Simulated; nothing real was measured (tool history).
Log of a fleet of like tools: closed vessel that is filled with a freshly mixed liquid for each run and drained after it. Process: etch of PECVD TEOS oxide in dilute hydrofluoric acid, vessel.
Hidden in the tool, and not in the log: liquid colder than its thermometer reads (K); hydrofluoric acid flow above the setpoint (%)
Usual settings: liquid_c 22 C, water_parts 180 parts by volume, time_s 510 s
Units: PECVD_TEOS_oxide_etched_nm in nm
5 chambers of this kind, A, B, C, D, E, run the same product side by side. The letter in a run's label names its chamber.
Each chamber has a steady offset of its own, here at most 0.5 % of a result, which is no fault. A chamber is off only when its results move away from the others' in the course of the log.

run,hour,liquid_c,water_parts,time_s,hours since the thermometer was replaced,hours since the hydrofluoric acid flow meter was replaced,"read-back film thickness of the PECVD TEOS oxide reference wafer, read on the same gauge (nm)",PECVD_TEOS_oxide_etched_nm
1E,7.2,22,180,510,1553.9,1871.8,150,20.72
# hour 10: chamber B: thermometer replaced
2D,11.6,22,180,510,2117.6,427.6,150,20.192
3A,16.9,22,180,510,1598.5,406.9,150.01,20.319
4C,22.9,22,180,510,541.8,343,150.01,20.649
5B,30.1,22,180,510,20.1,1381.3,150.04,20.625
6D,37.1,22,180,510,2143.1,453.1,149.95,20.536
7A,41.5,18.5,180,240,1623.1,431.5,150.04,8.4417
8B,46.7,18.5,180,240,36.7,1397.9,150.02,8.4499
9C,52,18.5,180,240,570.9,372.1,150.01,8.4774
10E,57.2,18.5,180,240,1603.9,1921.8,150.03,8.588
11B,64.4,18.5,180,240,54.4,1415.6,150.03,8.509
12E,69.4,22,180,510,1616.1,1934,150.01,20.529
13D,73.7,22,180,510,2179.7,489.7,150.01,20.449
14A,78.8,22,180,510,1660.4,468.8,149.99,20.339
15C,82.8,22,180,510,601.7,402.9,150.03,20.37
16B,89.3,22,180,510,79.3,1440.5,149.96,20.89
17E,94.8,22,180,510,1641.5,1959.4,150.05,20.453
18A,98.2,22,180,510,1679.8,488.2,150.01,20.662
19C,104.9,22,180,510,623.8,425,149.99,20.618
20D,110.1,22,180,510,2216.1,526.1,150.01,20.403
21E,115.7,24,180,510,1662.4,1980.3,150.04,21.794
22A,122.6,24,180,510,1704.2,512.6,150.03,22.17
23B,127,24,180,510,117,1478.2,150,22.283
24C,131.3,24,180,510,650.2,451.4,149.99,22.119
25D,134.6,24,180,510,2240.6,550.6,150,22.331
26B,140.4,22,180,510,130.4,1491.6,150,20.242
27D,147.6,22,180,510,2253.6,563.6,150.01,20.693
28A,154.5,22,180,510,1736.1,544.5,150.02,20.157
29E,161.7,22,180,510,1708.4,2026.3,149.97,19.647
30C,167.3,22,180,510,686.2,487.4,149.98,20.261
31B,174,22,180,510,164,1525.2,150.06,20.375
32E,180.6,22,180,510,1727.3,2045.2,149.98,19.591
33A,187.8,22,180,510,1769.4,577.8,150,20.591
34D,195.3,22,180,510,2301.3,611.3,150.06,20.362
35C,200.9,22,180,510,719.8,521,150.04,20.542
36E,205.6,22,135,315,1752.3,2070.2,149.99,16.497
37D,212.5,22,135,315,2318.5,628.5,150.02,17.831

All 5 chambers run these settings next. Forecast each chamber's results:
38A,217.9,22,180,245,,,,?
38B,217.9,22,180,245,,,,?
38C,217.9,22,180,245,,,,?
38D,217.9,22,180,245,,,,?
38E,217.9,22,180,245,,,,?

run,PECVD_TEOS_oxide_etched_nm
38A,9.759
38B,9.9312
38C,9.7781
38D,9.8346
38E,9.1837
